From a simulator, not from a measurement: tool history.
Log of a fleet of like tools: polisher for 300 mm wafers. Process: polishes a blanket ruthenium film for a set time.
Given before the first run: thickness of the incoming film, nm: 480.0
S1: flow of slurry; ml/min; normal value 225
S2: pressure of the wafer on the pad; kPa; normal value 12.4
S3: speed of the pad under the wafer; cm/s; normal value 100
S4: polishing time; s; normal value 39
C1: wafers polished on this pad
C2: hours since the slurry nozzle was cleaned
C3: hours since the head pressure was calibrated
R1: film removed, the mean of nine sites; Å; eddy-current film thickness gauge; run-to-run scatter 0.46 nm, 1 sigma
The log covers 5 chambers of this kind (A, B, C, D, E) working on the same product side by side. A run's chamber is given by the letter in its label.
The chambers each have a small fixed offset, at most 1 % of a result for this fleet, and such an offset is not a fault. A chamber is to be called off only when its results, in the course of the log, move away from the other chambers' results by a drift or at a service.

run 1B hour=3.3 | S1=225 S2=12.4 S3=100 S4=39 | C1=517 C2=237 C3=656.3 | R1=357.18
run 2E hour=7.4 | S1=225 S2=12.4 S3=100 S4=39 | C1=382 C2=616.6 C3=653.6 | R1=355.45
run 3D hour=14.8 | S1=225 S2=12.4 S3=100 S4=39 | C1=1146 C2=491.7 C3=292.6 | R1=357.49
run 4A hour=19.4 | S1=225 S2=12.4 S3=100 S4=39 | C1=380 C2=504.7 C3=191.1 | R1=363.48
run 5C hour=26.5 | S1=225 S2=16.5 S3=100 S4=26 | C1=691 C2=274.7 C3=278.1 | R1=315.19
run 6D hour=33.4 | S1=225 S2=16.5 S3=100 S4=26 | C1=1276 C2=510.3 C3=311.2 | R1=308.41
-- hour=33.6 chamber B: worn pad replaced by a new one
run 7B hour=37.6 | S1=225 S2=16.5 S3=100 S4=26 | C1=28 C2=271.3 C3=690.6 | R1=318.94
run 8E hour=43 | S1=225 S2=16.5 S3=100 S4=26 | C1=632 C2=652.2 C3=689.2 | R1=310.43
-- hour=45.7 chamber D: worn pad replaced by a new one
-- hour=48.4 chamber C: slurry nozzle cleaned
run 9C hour=48.7 | S1=225 S2=16.5 S3=100 S4=26 | C1=846 C2=0.4 C3=300.3 | R1=318.79
run 10A hour=54 | S1=225 S2=12.4 S3=100 S4=39 | C1=622 C2=539.3 C3=225.7 | R1=348.22
run 11C hour=59.8 | S1=225 S2=12.4 S3=100 S4=39 | C1=924 C2=11.5 C3=311.4 | R1=349.27
-- hour=64 chamber A: worn pad replaced by a new one
run 12E hour=64.2 | S1=265 S2=12.4 S3=100 S4=50 | C1=780 C2=673.4 C3=710.4 | R1=466.55
run 13B hour=69.1 | S1=265 S2=12.4 S3=100 S4=50 | C1=249 C2=302.8 C3=722.1 | R1=462.51
run 14D hour=73.1 | S1=265 S2=12.4 S3=100 S4=50 | C1=193 C2=550 C3=350.9 | R1=456.28
run 15A hour=76.6 | S1=265 S2=12.4 S3=100 S4=50 | C1=89 C2=561.9 C3=248.3 | R1=470.33
run 16A hour=82 | S1=265 S2=12.4 S3=100 S4=50 | C1=126 C2=567.3 C3=253.7 | R1=456.25
run 17B hour=87.7 | S1=225 S2=12.4 S3=100 S4=39 | C1=380 C2=321.4 C3=740.7 | R1=361.25
run 18E hour=91.7 | S1=165 S2=12.4 S3=100 S4=39 | C1=974 C2=700.9 C3=737.9 | R1=338.98
run 19D hour=96.9 | S1=165 S2=12.4 S3=100 S4=39 | C1=360 C2=573.8 C3=374.7 | R1=349
run 20C hour=104 | S1=165 S2=12.4 S3=100 S4=39 | C1=1235 C2=55.7 C3=355.6 | R1=336.33
run 21E hour=108.7 | S1=165 S2=12.4 S3=100 S4=39 | C1=1093 C2=717.9 C3=754.9 | R1=340.07
-- hour=111 chamber B: worn pad replaced by a new one
run 22C hour=112.1 | S1=165 S2=12.4 S3=100 S4=39 | C1=1292 C2=63.8 C3=363.7 | R1=329.91
run 23B hour=117.9 | S1=225 S2=12.4 S3=100 S4=39 | C1=48 C2=351.6 C3=770.9 | R1=355.12
run 24A hour=124.8 | S1=225 S2=12.4 S3=100 S4=39 | C1=427 C2=610.1 C3=296.5 | R1=353.25
run 25D hour=130.6 | S1=225 S2=12.4 S3=100 S4=39 | C1=596 C2=607.5 C3=408.4 | R1=351.3
run 26B hour=137.3 | S1=225 S2=12.4 S3=100 S4=39 | C1=184 C2=371 C3=790.3 | R1=349.2
-- hour=143.2 chamber E: slurry nozzle cleaned
run 27D hour=143.5 | S1=225 S2=13.8 S3=126 S4=39 | C1=687 C2=620.4 C3=421.3 | R1=498.65
-- hour=146.7 chamber E: worn pad replaced by a new one
-- hour=148.4 chamber A: worn pad replaced by a new one
run 28A hour=149.6 | S1=225 S2=13.8 S3=126 S4=39 | C1=8 C2=634.9 C3=321.3 | R1=499.33
run 29C hour=153.7 | S1=225 S2=13.8 S3=126 S4=39 | C1=1584 C2=105.4 C3=405.3 | R1=457.59
-- hour=157.7 chamber A: slurry nozzle cleaned
run 30E hour=158.7 | S1=225 S2=13.8 S3=126 S4=39 | C1=84 C2=15.6 C3=804.9 | R1=492.55
run 31E hour=163.8 | S1=225 S2=13.8 S3=126 S4=39 | C1=120 C2=20.7 C3=810 | R1=495.87
run 32C hour=167.8 | S1=225 S2=12.4 S3=100 S4=39 | C1=1683 C2=119.5 C3=419.4 | R1=332.8
run 33D hour=172.3 | S1=225 S2=12.4 S3=76 S4=39 | C1=889 C2=649.2 C3=450.1 | R1=274.97
run 34A hour=176.9 | S1=225 S2=12.4 S3=76 S4=39 | C1=200 C2=19.2 C3=348.6 | R1=271.93
run 35B hour=181.5 | S1=225 S2=12.4 S3=76 S4=39 | C1=495 C2=415.2 C3=834.5 | R1=266.77
run 36C hour=187.1 | S1=225 S2=12.4 S3=76 S4=39 | C1=1818 C2=138.8 C3=438.7 | R1=247.01
run 37E hour=190.5 | S1=225 S2=12.4 S3=76 S4=39 | C1=307 C2=47.4 C3=836.7 | R1=278.53
run 38B hour=196.7 | S1=225 S2=14.5 S3=100 S4=39 | C1=601 C2=430.4 C3=849.7 | R1=415.34
run 39A hour=201.8 | S1=225 S2=14.5 S3=100 S4=39 | C1=375 C2=44.1 C3=373.5 | R1=419.16
run 40D hour=208.8 | S1=225 S2=14.5 S3=100 S4=39 | C1=1145 C2=685.7 C3=486.6 | R1=420.69

Next, every chamber runs the same settings. What will each give?
run 41A hour=214.2 | S1=225 S2=12.4 S3=126 S4=39 | R1=?
run 41B hour=214.2 | S1=225 S2=12.4 S3=126 S4=39 | R1=?
run 41C hour=214.2 | S1=225 S2=12.4 S3=126 S4=39 | R1=?
run 41D hour=214.2 | S1=225 S2=12.4 S3=126 S4=39 | R1=?
run 41E hour=214.2 | S1=225 S2=12.4 S3=126 S4=39 | R1=?

run=41A R1=450.19
run=41B R1=447.66
run=41C R1=405.11
run=41D R1=440.8
run=41E R1=442.52
